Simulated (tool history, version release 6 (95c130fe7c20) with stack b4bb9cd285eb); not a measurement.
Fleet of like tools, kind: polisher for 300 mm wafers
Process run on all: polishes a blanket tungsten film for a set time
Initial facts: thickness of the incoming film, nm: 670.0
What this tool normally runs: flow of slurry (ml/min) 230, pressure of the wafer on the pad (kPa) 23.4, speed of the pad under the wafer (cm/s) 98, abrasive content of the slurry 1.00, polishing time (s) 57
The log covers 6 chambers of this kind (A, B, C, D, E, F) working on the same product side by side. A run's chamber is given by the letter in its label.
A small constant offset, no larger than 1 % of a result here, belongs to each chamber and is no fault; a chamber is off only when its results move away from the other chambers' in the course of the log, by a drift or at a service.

| run | day | flow of slurry (ml/min) | pressure of the wafer on the pad (kPa) | speed of the pad under the wafer (cm/s) | abrasive content of the slurry | polishing time (s) | film removed (nm) |
|---|---|---|---|---|---|---|---|
| 1E | 0.288 | 230 | 23.4 | 98 | 1.00 | 57 | 240.48 |
|  | 0.317 | chamber E: worn pad replaced by a new one |
|  | 0.346 | chamber A: slurry blender recalibrated |
|  | 0.538 | chamber B: worn pad replaced by a new one |
| 2F | 0.629 | 230 | 23.4 | 98 | 1.00 | 57 | 244.94 |
|  | 0.688 | chamber A: worn pad replaced by a new one |
| 3C | 1.012 | 230 | 23.4 | 98 | 1.00 | 57 | 242.24 |
|  | 1.358 | chamber D: worn pad replaced by a new one |
| 4B | 1.471 | 230 | 23.4 | 98 | 1.00 | 57 | 241.45 |
|  | 1.679 | chamber B: slurry tank refilled with fresh slurry and peroxide |
| 5D | 1.721 | 230 | 23.4 | 98 | 1.00 | 57 | 242.77 |
|  | 1.892 | chamber F: slurry nozzle cleaned |
|  | 1.962 | chamber C: slurry tank refilled with fresh slurry and peroxide |
|  | 1.967 | chamber C: worn pad replaced by a new one |
|  | 2.112 | chamber E: slurry tank refilled with fresh slurry and peroxide |
| 6A | 2.175 | 230 | 23.4 | 98 | 1.00 | 57 | 245.12 |
|  | 2.375 | chamber F: worn pad replaced by a new one |
| 7A | 2.512 | 230 | 23.4 | 98 | 1.00 | 57 | 243.46 |
| 8D | 2.754 | 230 | 23.4 | 98 | 1.00 | 57 | 242.03 |
|  | 3.079 | chamber F: slurry blender recalibrated |
|  | 3.100 | chamber F: head pressure recalibrated |
|  | 3.154 | chamber F: slurry tank refilled with fresh slurry and peroxide |
|  | 3.171 | chamber E: worn pad replaced by a new one |
| 9F | 3.262 | 230 | 23.4 | 98 | 1.00 | 57 | 244.07 |
| 10C | 3.600 | 230 | 23.4 | 98 | 1.00 | 57 | 243.50 |
|  | 3.696 | chamber B: worn pad replaced by a new one |
|  | 3.754 | chamber B: head pressure recalibrated |
|  | 3.858 | chamber A: slurry tank refilled with fresh slurry and peroxide |
| 11B | 3.996 | 230 | 23.4 | 98 | 1.00 | 57 | 241.05 |
|  | 4.004 | chamber A: worn pad replaced by a new one |
| 12E | 4.450 | 230 | 23.4 | 98 | 1.00 | 57 | 246.13 |
| 13E | 4.750 | 230 | 23.4 | 98 | 1.00 | 57 | 242.81 |
|  | 5.067 | chamber F: worn pad replaced by a new one |
| 14D | 5.121 | 230 | 23.4 | 98 | 1.20 | 57 | 251.74 |
|  | 5.158 | chamber A: slurry blender recalibrated |
|  | 5.454 | chamber C: slurry tank refilled with fresh slurry and peroxide |
| 15C | 5.612 | 230 | 23.4 | 98 | 1.20 | 57 | 250.18 |
|  | 5.771 | chamber E: slurry nozzle cleaned |
|  | 5.946 | chamber D: worn pad replaced by a new one |
| 16F | 6.004 | 230 | 23.4 | 98 | 1.20 | 57 | 254.77 |
|  | 6.379 | chamber E: worn pad replaced by a new one |
|  | 6.379 | chamber C: worn pad replaced by a new one |
| 17B | 6.546 | 230 | 23.4 | 98 | 1.20 | 57 | 250.68 |
|  | 6.629 | chamber D: head pressure recalibrated |
|  | 6.754 | chamber A: worn pad replaced by a new one |
| 18A | 6.812 | 230 | 23.4 | 98 | 1.20 | 57 | 253.64 |
|  | 6.867 | chamber B: worn pad replaced by a new one |
|  | 6.954 | chamber D: slurry blender recalibrated |
|  | 7.029 | chamber E: head pressure recalibrated |
|  | 7.046 | chamber F: slurry tank refilled with fresh slurry and peroxide |
|  | 7.083 | chamber E: slurry tank refilled with fresh slurry and peroxide |
| 19F | 7.088 | 230 | 23.4 | 98 | 1.20 | 57 | 251.85 |
| 20E | 7.525 | 230 | 23.4 | 98 | 1.00 | 57 | 243.19 |
|  | 7.829 | chamber F: worn pad replaced by a new one |
| 21C | 7.954 | 230 | 23.4 | 98 | 1.00 | 57 | 235.12 |
| 22A | 8.425 | 230 | 23.4 | 98 | 1.00 | 57 | 240.42 |
|  | 8.533 | chamber D: slurry tank refilled with fresh slurry and peroxide |
|  | 8.592 | chamber A: slurry nozzle cleaned |
|  | 8.654 | chamber F: slurry blender recalibrated |
|  | 8.821 | chamber B: slurry tank refilled with fresh slurry and peroxide |
| 23D | 8.929 | 230 | 23.4 | 98 | 1.00 | 57 | 242.40 |
|  | 8.946 | chamber E: slurry blender recalibrated |
|  | 9.258 | chamber E: worn pad replaced by a new one |
| 24B | 9.404 | 230 | 23.4 | 98 | 1.00 | 57 | 244.57 |
|  | 9.408 | chamber C: head pressure recalibrated |
|  | 9.608 | chamber A: worn pad replaced by a new one |
| 25C | 9.688 | 230 | 23.4 | 98 | 1.00 | 57 | 235.42 |
|  | 9.708 | chamber C: slurry tank refilled with fresh slurry and peroxide |
|  | 9.962 | chamber B: slurry blender recalibrated |
| 26B | 9.962 | 230 | 23.4 | 98 | 1.00 | 57 | 241.29 |
|  | 10.233 | chamber A: slurry blender recalibrated |
|  | 10.279 | chamber F: slurry tank refilled with fresh slurry and peroxide |
| 27E | 10.429 | 230 | 23.4 | 98 | 1.00 | 57 | 237.93 |
|  | 10.500 | chamber B: slurry nozzle cleaned |
|  | 10.558 | chamber B: worn pad replaced by a new one |
|  | 10.746 | chamber D: worn pad replaced by a new one |
|  | 10.808 | chamber A: slurry tank refilled with fresh slurry and peroxide |
|  | 10.825 | chamber C: worn pad replaced by a new one |
| 28A | 10.867 | 230 | 23.4 | 98 | 1.00 | 57 | 244.36 |
|  | 10.871 | chamber F: worn pad replaced by a new one |
| 29F | 11.300 | 230 | 23.4 | 76 | 0.75 | 57 | 176.32 |
|  | 11.462 | chamber F: slurry nozzle cleaned |
| 30D | 11.746 | 230 | 23.4 | 76 | 0.75 | 57 | 178.69 |
| 31A | 12.046 | 230 | 23.4 | 76 | 0.75 | 57 | 174.15 |
| 32E | 12.529 | 230 | 23.4 | 76 | 0.75 | 57 | 177.48 |
| 33C | 12.771 | 230 | 23.4 | 76 | 0.75 | 57 | 167.05 |
| 34B | 13.225 | 230 | 23.4 | 76 | 0.75 | 57 | 175.73 |
| 35D | 13.550 | 230 | 23.4 | 98 | 1.00 | 57 | 238.46 |
|  | 13.825 | chamber F: worn pad replaced by a new one |
| 36F | 13.900 | 230 | 23.4 | 98 | 1.00 | 57 | 242.04 |
| 37B | 14.379 | 230 | 23.4 | 98 | 1.00 | 57 | 242.49 |

Each of the 6 chambers runs these same settings next. Fill in every chamber's results:
| 38A | 14.779 | 230 | 19.3 | 98 | 1.00 | 57 | ? |
| 38B | 14.779 | 230 | 19.3 | 98 | 1.00 | 57 | ? |
| 38C | 14.779 | 230 | 19.3 | 98 | 1.00 | 57 | ? |
| 38D | 14.779 | 230 | 19.3 | 98 | 1.00 | 57 | ? |
| 38E | 14.779 | 230 | 19.3 | 98 | 1.00 | 57 | ? |
| 38F | 14.779 | 230 | 19.3 | 98 | 1.00 | 57 | ? |

| run | film removed (nm) |
|---|---|
| 38A | 197.37 |
| 38B | 198.88 |
| 38C | 188.12 |
| 38D | 200.62 |
| 38E | 201.11 |
| 38F | 201.23 |

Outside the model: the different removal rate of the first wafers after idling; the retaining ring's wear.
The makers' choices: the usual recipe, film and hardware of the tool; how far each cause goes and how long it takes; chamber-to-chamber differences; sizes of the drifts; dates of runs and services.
